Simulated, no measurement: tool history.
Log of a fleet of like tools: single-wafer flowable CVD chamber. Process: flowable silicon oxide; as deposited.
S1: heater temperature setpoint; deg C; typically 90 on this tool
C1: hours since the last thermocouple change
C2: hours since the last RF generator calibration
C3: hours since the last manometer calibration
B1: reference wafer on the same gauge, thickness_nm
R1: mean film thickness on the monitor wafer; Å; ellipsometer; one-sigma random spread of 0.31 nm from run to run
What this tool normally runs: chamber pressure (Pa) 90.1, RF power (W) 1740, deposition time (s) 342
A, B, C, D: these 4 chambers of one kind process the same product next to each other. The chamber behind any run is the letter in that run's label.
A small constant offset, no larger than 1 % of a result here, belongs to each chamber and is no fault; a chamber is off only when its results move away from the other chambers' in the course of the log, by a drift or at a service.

Run 1B, hour 7.3: usual settings; C1 1178.4; C2 585.3; C3 83.5; B1 205. Result: R1 2247.6 Å.
Run 2A, hour 18.7: usual settings; C1 1369.2; C2 463.3; C3 1252.1; B1 205. Result: R1 2242.6 Å.
Run 3C, hour 26.5: usual settings; C1 1943.8; C2 335; C3 1209; B1 205.07. Result: R1 2261 Å.
Run 4D, hour 40.1: usual settings; C1 604.7; C2 662.1; C3 2251.8; B1 205.11. Result: R1 2224 Å.
Run 5D, hour 51.4: usual settings; C1 616; C2 673.4; C3 2263.1; B1 205.11. Result: R1 2225.1 Å.
Run 6C, hour 62: usual settings; C1 1979.3; C2 370.5; C3 1244.5; B1 205.12. Result: R1 2257 Å.
Run 7A, hour 73.4: usual settings; C1 1423.9; C2 518; C3 1306.8; B1 205.23. Result: R1 2237.6 Å.
At hour 83.6: chamber C: capacitance manometer re-zeroed and calibrated.
Run 8B, hour 84.3: usual settings; C1 1255.4; C2 662.3; C3 160.5; B1 205.26. Result: R1 2250.4 Å.
At hour 92.3: chamber A: thermocouple changed; heater temperature recalibrated.
Run 9B, hour 95.9: usual settings; C1 1267; C2 673.9; C3 172.1; B1 205.24. Result: R1 2251.1 Å.
Run 10C, hour 107.7: usual settings; C1 2025; C2 416.2; C3 24.2; B1 205.31. Result: R1 2260.1 Å.
Run 11A, hour 117.9: usual settings; C1 25.6; C2 562.5; C3 1351.3; B1 205.35. Result: R1 2244.5 Å.
Run 12D, hour 130.5: usual settings; C1 695.1; C2 752.5; C3 2342.2; B1 205.37. Result: R1 2229.3 Å.
Run 13B, hour 144: usual settings; C1 1315.1; C2 722; C3 220.2; B1 205.39. Result: R1 2253.8 Å.
Run 14D, hour 150.3: usual settings; C1 714.9; C2 772.3; C3 2362; B1 205.43. Result: R1 2231.5 Å.
Run 15A, hour 157.4: usual settings; C1 65.1; C2 602; C3 1390.8; B1 205.43. Result: R1 2243.8 Å.
Run 16C, hour 167.7: usual settings but chamber pressure (Pa) 69.6; C1 2085; C2 476.2; C3 84.2; B1 205.39. Result: R1 1582 Å.
Run 17C, hour 178: usual settings but chamber pressure (Pa) 69.6; C1 2095.3; C2 486.5; C3 94.5; B1 205.54. Result: R1 1579.8 Å.
Run 18D, hour 185.3: usual settings but chamber pressure (Pa) 69.6; C1 749.9; C2 807.3; C3 2397; B1 205.52. Result: R1 1569.7 Å.
Run 19B, hour 197.2: usual settings but chamber pressure (Pa) 69.6; C1 1368.3; C2 775.2; C3 273.4; B1 205.47. Result: R1 1565.7 Å.
Run 20A, hour 209.7: usual settings; C1 117.4; C2 654.3; C3 1443.1; B1 205.53. Result: R1 2248.5 Å.
At hour 214.9: chamber A: capacitance manometer re-zeroed and calibrated.
Run 21D, hour 222.7: usual settings; C1 787.3; C2 844.7; C3 2434.4; B1 205.55. Result: R1 2230.3 Å.
Run 22B, hour 233.1: usual settings; C1 1404.2; C2 811.1; C3 309.3; B1 205.69. Result: R1 2255.9 Å.
Run 23C, hour 243.4: usual settings; C1 2160.7; C2 551.9; C3 159.9; B1 205.73. Result: R1 2267.8 Å.
Run 24A, hour 250.7: usual settings; C1 158.4; C2 695.3; C3 35.9; B1 205.74. Result: R1 2248.9 Å.
Run 25C, hour 261.6: usual settings; C1 2178.9; C2 570.1; C3 178.1; B1 205.73. Result: R1 2261.1 Å.
Run 26D, hour 269.4: usual settings; C1 834; C2 891.4; C3 2481.1; B1 205.75. Result: R1 2232.7 Å.
Run 27B, hour 281.5: usual settings; C1 1452.6; C2 859.5; C3 357.7; B1 205.84. Result: R1 2256.5 Å.
At hour 285.7: chamber D: capacitance manometer re-zeroed and calibrated.
Run 28A, hour 287.9: usual settings but S1 98 deg C, chamber pressure (Pa) 109.9; C1 195.6; C2 732.5; C3 73.1; B1 205.8. Result: R1 2253.5 Å.
Run 29D, hour 298.2: usual settings but S1 98 deg C, chamber pressure (Pa) 109.9; C1 862.8; C2 920.2; C3 12.5; B1 205.89. Result: R1 2232.8 Å.
Run 30C, hour 309.4: usual settings but S1 98 deg C, chamber pressure (Pa) 109.9; C1 2226.7; C2 617.9; C3 225.9; B1 205.89. Result: R1 2262.6 Å.
Run 31A, hour 316.9: usual settings but S1 98 deg C, chamber pressure (Pa) 109.9; C1 224.6; C2 761.5; C3 102.1; B1 205.85. Result: R1 2256.4 Å.
Run 32B, hour 329.9: usual settings; C1 1501; C2 907.9; C3 406.1; B1 205.92. Result: R1 2261.2 Å.
Run 33C, hour 338.1: usual settings but chamber pressure (Pa) 75.5, deposition time (s) 291; C1 2255.4; C2 646.6; C3 254.6; B1 205.93. Result: R1 1509.7 Å.
Run 34A, hour 349.8: usual settings but chamber pressure (Pa) 75.5, deposition time (s) 291; C1 257.5; C2 794.4; C3 135; B1 206. Result: R1 1487.3 Å.
Run 35D, hour 361: usual settings but chamber pressure (Pa) 75.5, deposition time (s) 291; C1 925.6; C2 983; C3 75.3; B1 206.09. Result: R1 1494.8 Å.
Run 36B, hour 372: usual settings but chamber pressure (Pa) 75.5, deposition time (s) 291; C1 1543.1; C2 950; C3 448.2; B1 206.05. Result: R1 1503.4 Å.
Run 37B, hour 380.1: usual settings; C1 1551.2; C2 958.1; C3 456.3; B1 206.05. Result: R1 2262.1 Å.
Run 38D, hour 391.9: usual settings; C1 956.5; C2 1013.9; C3 106.2; B1 206.12. Result: R1 2238.5 Å.
Run 39A, hour 402.2: usual settings; C1 309.9; C2 846.8; C3 187.4; B1 206.05. Result: R1 2254.6 Å.

Next, all 4 chambers run the settings below, one line each with question marks for the results. What does each chamber give?
Run 40A, hour 412.3: usual settings but chamber pressure (Pa) 98. Result: R1 ?.
Run 40B, hour 412.3: usual settings but chamber pressure (Pa) 98. Result: R1 ?.
Run 40C, hour 412.3: usual settings but chamber pressure (Pa) 98. Result: R1 ?.
Run 40D, hour 412.3: usual settings but chamber pressure (Pa) 98. Result: R1 ?.

run      R1
40A  2533.7
40B  2535.8
40C  2542.8
40D  2501.5
